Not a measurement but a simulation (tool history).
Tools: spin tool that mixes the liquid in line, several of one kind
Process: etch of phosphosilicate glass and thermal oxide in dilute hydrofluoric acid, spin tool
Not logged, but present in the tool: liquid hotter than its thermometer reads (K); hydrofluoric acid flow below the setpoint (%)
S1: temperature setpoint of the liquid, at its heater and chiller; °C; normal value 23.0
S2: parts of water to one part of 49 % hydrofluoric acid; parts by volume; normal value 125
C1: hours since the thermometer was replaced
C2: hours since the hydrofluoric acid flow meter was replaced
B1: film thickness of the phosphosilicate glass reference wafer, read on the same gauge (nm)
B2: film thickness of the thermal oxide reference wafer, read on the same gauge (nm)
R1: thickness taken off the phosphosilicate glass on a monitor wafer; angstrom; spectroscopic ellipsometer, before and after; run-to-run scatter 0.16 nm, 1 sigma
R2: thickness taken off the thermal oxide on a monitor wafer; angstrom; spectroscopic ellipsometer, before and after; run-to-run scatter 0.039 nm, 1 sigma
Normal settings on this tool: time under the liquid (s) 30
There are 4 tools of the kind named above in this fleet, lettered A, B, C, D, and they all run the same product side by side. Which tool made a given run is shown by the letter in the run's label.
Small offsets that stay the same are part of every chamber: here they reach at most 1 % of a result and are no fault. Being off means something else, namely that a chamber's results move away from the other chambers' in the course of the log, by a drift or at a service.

{"run": "1D", "hour": 6.5, "S1": 23.0, "S2": 125, "time under the liquid (s)": 30, "C1": 1187.7, "C2": 1170.7, "B1": 119.99, "B2": 69.972, "R1": 227.84, "R2": 9.5844}
{"run": "2C", "hour": 13.4, "S1": 23.0, "S2": 125, "time under the liquid (s)": 30, "C1": 34.9, "C2": 621.1, "B1": 120.01, "B2": 70.011, "R1": 234.86, "R2": 10.108}
{"run": "3B", "hour": 23.2, "S1": 23.0, "S2": 125, "time under the liquid (s)": 30, "C1": 62.0, "C2": 451.0, "B1": 120.01, "B2": 69.994, "R1": 234.21, "R2": 10.065}
{"run": "4A", "hour": 31.0, "S1": 23.0, "S2": 125, "time under the liquid (s)": 30, "C1": 115.6, "C2": 333.3, "B1": 120.02, "B2": 70.028, "R1": 231.89, "R2": 9.682}
{"run": "5A", "hour": 39.6, "S1": 27.5, "S2": 155, "time under the liquid (s)": 30, "C1": 124.2, "C2": 341.9, "B1": 120.02, "B2": 69.996, "R1": 210.9, "R2": 8.9838}
{"run": "6B", "hour": 48.5, "S1": 27.5, "S2": 155, "time under the liquid (s)": 30, "C1": 87.3, "C2": 476.3, "B1": 119.99, "B2": 70.012, "R1": 215.48, "R2": 9.3737}
{"run": "7D", "hour": 58.6, "S1": 27.5, "S2": 155, "time under the liquid (s)": 30, "C1": 1239.8, "C2": 1222.8, "B1": 120.0, "B2": 70.01, "R1": 211.53, "R2": 9.3837}
{"run": "8C", "hour": 70.5, "S1": 27.5, "S2": 155, "time under the liquid (s)": 30, "C1": 92.0, "C2": 678.2, "B1": 119.97, "B2": 69.98, "R1": 214.25, "R2": 9.7221}
{"run": "9B", "hour": 80.4, "S1": 23.0, "S2": 125, "time under the liquid (s)": 30, "C1": 119.2, "C2": 508.2, "B1": 120.03, "B2": 70.012, "R1": 228.08, "R2": 9.9228}
{"hour": 84.9, "done": "chamber D: thermometer replaced"}
{"run": "10D", "hour": 89.0, "S1": 23.0, "S2": 125, "time under the liquid (s)": 30, "C1": 4.1, "C2": 1253.2, "B1": 119.97, "B2": 70.003, "R1": 234.17, "R2": 10.284}
{"run": "11C", "hour": 98.0, "S1": 23.0, "S2": 125, "time under the liquid (s)": 30, "C1": 119.5, "C2": 705.7, "B1": 120.0, "B2": 69.988, "R1": 229.56, "R2": 10.153}
{"run": "12A", "hour": 107.1, "S1": 23.0, "S2": 125, "time under the liquid (s)": 30, "C1": 191.7, "C2": 409.4, "B1": 120.03, "B2": 69.98, "R1": 231.64, "R2": 9.975}
{"run": "13A", "hour": 112.8, "S1": 23.0, "S2": 125, "time under the liquid (s)": 30, "C1": 197.4, "C2": 415.1, "B1": 119.98, "B2": 69.983, "R1": 229.78, "R2": 9.5146}
{"run": "14D", "hour": 124.0, "S1": 23.0, "S2": 80, "time under the liquid (s)": 30, "C1": 39.1, "C2": 1288.2, "B1": 120.01, "B2": 69.992, "R1": 385.05, "R2": 15.978}
{"run": "15B", "hour": 132.7, "S1": 23.0, "S2": 80, "time under the liquid (s)": 30, "C1": 171.5, "C2": 560.5, "B1": 120.0, "B2": 69.997, "R1": 385.99, "R2": 16.862}
{"run": "16C", "hour": 141.2, "S1": 23.0, "S2": 80, "time under the liquid (s)": 30, "C1": 162.7, "C2": 748.9, "B1": 119.99, "B2": 70.017, "R1": 383.47, "R2": 18.802}
{"run": "17D", "hour": 149.3, "S1": 23.0, "S2": 80, "time under the liquid (s)": 30, "C1": 64.4, "C2": 1313.5, "B1": 120.01, "B2": 69.998, "R1": 371.84, "R2": 16.423}
{"run": "18A", "hour": 155.1, "S1": 23.0, "S2": 125, "time under the liquid (s)": 30, "C1": 239.7, "C2": 457.4, "B1": 119.99, "B2": 69.996, "R1": 231.05, "R2": 9.3147}
{"run": "19C", "hour": 163.8, "S1": 23.0, "S2": 125, "time under the liquid (s)": 30, "C1": 185.3, "C2": 771.5, "B1": 120.04, "B2": 70.01, "R1": 230.62, "R2": 9.8555}
{"run": "20B", "hour": 174.7, "S1": 21.0, "S2": 125, "time under the liquid (s)": 30, "C1": 213.5, "C2": 602.5, "B1": 120.02, "B2": 70.009, "R1": 214.52, "R2": 9.2339}
{"run": "21A", "hour": 182.3, "S1": 21.0, "S2": 125, "time under the liquid (s)": 30, "C1": 266.9, "C2": 484.6, "B1": 120.02, "B2": 69.996, "R1": 213.46, "R2": 9.4054}
{"run": "22D", "hour": 188.8, "S1": 21.0, "S2": 125, "time under the liquid (s)": 30, "C1": 103.9, "C2": 1353.0, "B1": 119.96, "B2": 69.988, "R1": 212.67, "R2": 9.7506}
{"run": "23B", "hour": 199.6, "S1": 21.0, "S2": 125, "time under the liquid (s)": 30, "C1": 238.4, "C2": 627.4, "B1": 120.01, "B2": 69.968, "R1": 213.81, "R2": 9.2785}
{"run": "24C", "hour": 207.4, "S1": 23.0, "S2": 125, "time under the liquid (s)": 30, "C1": 228.9, "C2": 815.1, "B1": 120.0, "B2": 70.021, "R1": 231.16, "R2": 9.9462}
{"run": "25A", "hour": 219.1, "S1": 23.0, "S2": 125, "time under the liquid (s)": 30, "C1": 303.7, "C2": 521.4, "B1": 120.01, "B2": 69.993, "R1": 227.91, "R2": 10.338}
{"run": "26D", "hour": 226.4, "S1": 23.0, "S2": 125, "time under the liquid (s)": 30, "C1": 141.5, "C2": 1390.6, "B1": 120.03, "B2": 69.993, "R1": 231.82, "R2": 9.4963}
{"run": "27B", "hour": 238.2, "S1": 23.0, "S2": 125, "time under the liquid (s)": 30, "C1": 277.0, "C2": 666.0, "B1": 120.01, "B2": 70.019, "R1": 231.72, "R2": 10.485}
{"run": "28C", "hour": 249.8, "S1": 23.0, "S2": 125, "time under the liquid (s)": 30, "C1": 271.3, "C2": 857.5, "B1": 120.03, "B2": 70.004, "R1": 230.29, "R2": 11.038}
{"run": "29A", "hour": 256.7, "S1": 23.0, "S2": 125, "time under the liquid (s)": 30, "C1": 341.3, "C2": 559.0, "B1": 119.99, "B2": 70.011, "R1": 228.39, "R2": 10.21}
{"run": "30B", "hour": 263.9, "S1": 23.0, "S2": 125, "time under the liquid (s)": 30, "C1": 302.7, "C2": 691.7, "B1": 120.02, "B2": 70.027, "R1": 229.35, "R2": 10.228}

All chambers now run identical settings, listed one chamber a line with results as question marks. What results will each chamber show?
{"run": "31A", "hour": 272.8, "S1": 23.0, "S2": 125, "time under the liquid (s)": 30, "R1": "?", "R2": "?"}
{"run": "31B", "hour": 272.8, "S1": 23.0, "S2": 125, "time under the liquid (s)": 30, "R1": "?", "R2": "?"}
{"run": "31C", "hour": 272.8, "S1": 23.0, "S2": 125, "time under the liquid (s)": 30, "R1": "?", "R2": "?"}
{"run": "31D", "hour": 272.8, "S1": 23.0, "S2": 125, "time under the liquid (s)": 30, "R1": "?", "R2": "?"}

run=31A R1=229.60 R2=11.2110
run=31B R1=232.77 R2=10.4270
run=31C R1=232.13 R2=10.7480
run=31D R1=230.75 R2=10.2720
